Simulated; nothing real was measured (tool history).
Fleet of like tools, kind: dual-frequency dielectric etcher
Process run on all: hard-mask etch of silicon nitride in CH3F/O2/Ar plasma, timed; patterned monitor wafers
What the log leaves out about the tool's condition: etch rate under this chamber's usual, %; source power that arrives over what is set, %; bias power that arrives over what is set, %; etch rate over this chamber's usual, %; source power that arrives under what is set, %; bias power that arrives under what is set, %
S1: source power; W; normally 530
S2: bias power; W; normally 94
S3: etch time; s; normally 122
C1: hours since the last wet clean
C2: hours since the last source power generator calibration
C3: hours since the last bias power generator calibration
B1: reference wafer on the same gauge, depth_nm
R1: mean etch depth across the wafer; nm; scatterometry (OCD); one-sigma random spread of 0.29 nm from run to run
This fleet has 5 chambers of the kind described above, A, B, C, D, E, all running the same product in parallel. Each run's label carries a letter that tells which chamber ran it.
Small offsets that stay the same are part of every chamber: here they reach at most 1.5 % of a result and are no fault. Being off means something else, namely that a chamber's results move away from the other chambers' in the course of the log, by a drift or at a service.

run   hour   S1   S2   S3     C1      C2      C3      B1      R1
 1A    8.8  530   94  122  194.5   508.9  1318.7  106.97  104.37
 2E   18.6  530   94  122  175.4   875.1  3769.6  107.03  103.79
 3C   27.3  530   94  122  336.3  1031.1  4003.3  107.02  104.63
 4B   33.3  530   94  122   38.4   563.8  1503.7  107.01  102.85
 5D   40.9  640   94  122  141.4   663.6   393.2  107.02  111.55
 6D   48.1  640   94  122  148.6   670.8   400.4  107.02  111.75
 7E   58.6  640   94  122  215.4   915.1  3809.6  106.95  111.52
 8B   71.1  640   94  122   76.2   601.6  1541.5  107.07   110.4
 9C   79.9  640   94  122  388.9  1083.7  4055.9  106.99  112.31
10A   92.7  530   94  122  278.4   592.8  1402.6  106.89  104.18
      97.9  -- chamber C: bias power generator calibrated
11A  102.9  530   94  122  288.6     603  1412.8  107.03   104.8
12E    111  530   94  122  267.8   967.5    3862  107.05  104.18
13C  120.7  530   94  122  429.7  1124.5    22.8  106.99  104.76
14D  127.8  530   94  122  228.3   750.5   480.1  106.96  103.88
15B  134.8  580   94  122  139.9   665.3  1605.2  107.01  105.76
16B  146.1  580   94  122  151.2   676.6  1616.5  107.08  106.71
17A  154.2  580   94  122  339.9   654.3  1464.1     107  108.67
18C  165.9  580   94  122  474.9  1169.7      68  107.02  108.02
19D  178.4  580   94  122  278.9   801.1   530.7  107.01  106.87
20E  188.4  530   94  122  345.2  1044.9  3939.4  106.99  103.79
21E  197.5  530   94  122  354.3    1054  3948.5  107.04  103.51
22C  207.9  530   94  122  516.9  1211.7     110  107.01  104.29
23B    219  530   94  122  224.1   749.5  1689.4  107.02  102.98
24A  227.1  530   94  122  412.8   727.2    1537  106.97  104.29
     233.3  -- chamber C: wet clean of the chamber
25D  235.8  530  110  122  336.3   858.5   588.1  107.07  108.47
26C  243.5  530  110  122   10.2  1247.3   145.6  107.06  110.91
27B  255.9  530  110  122    261   786.4  1726.3  107.02  108.61
28E  263.8  530  110  122  420.6  1120.3  4014.8  106.98  110.14
29D  275.3  530  110  122  375.8     898   627.6  107.13   108.7
30A  283.9  530   94  122  469.6     784  1593.8     107  104.44
31A  297.1  530   94  122  482.8   797.2    1607  106.98  104.36
32B  304.6  530   94  122  309.7   835.1    1775     107  102.77
33D  315.9  530   94  122  416.4   938.6   668.2  107.02  102.12
34C    325  530   72   92   91.7  1328.8   227.1  106.95  71.923
35E  336.5  530   72   92  493.3    1193  4087.5  106.96  71.747

For the next run the whole fleet of 5 chambers uses the same settings. Give each chamber's results:
36A   346  530  94  157                   ?
36B   346  530  94  157                   ?
36C   346  530  94  157                   ?
36D   346  530  94  157                   ?
36E   346  530  94  157                   ?

run      R1
36A  134.33
36B  132.24
36C  134.06
36D  130.89
36E  133.92
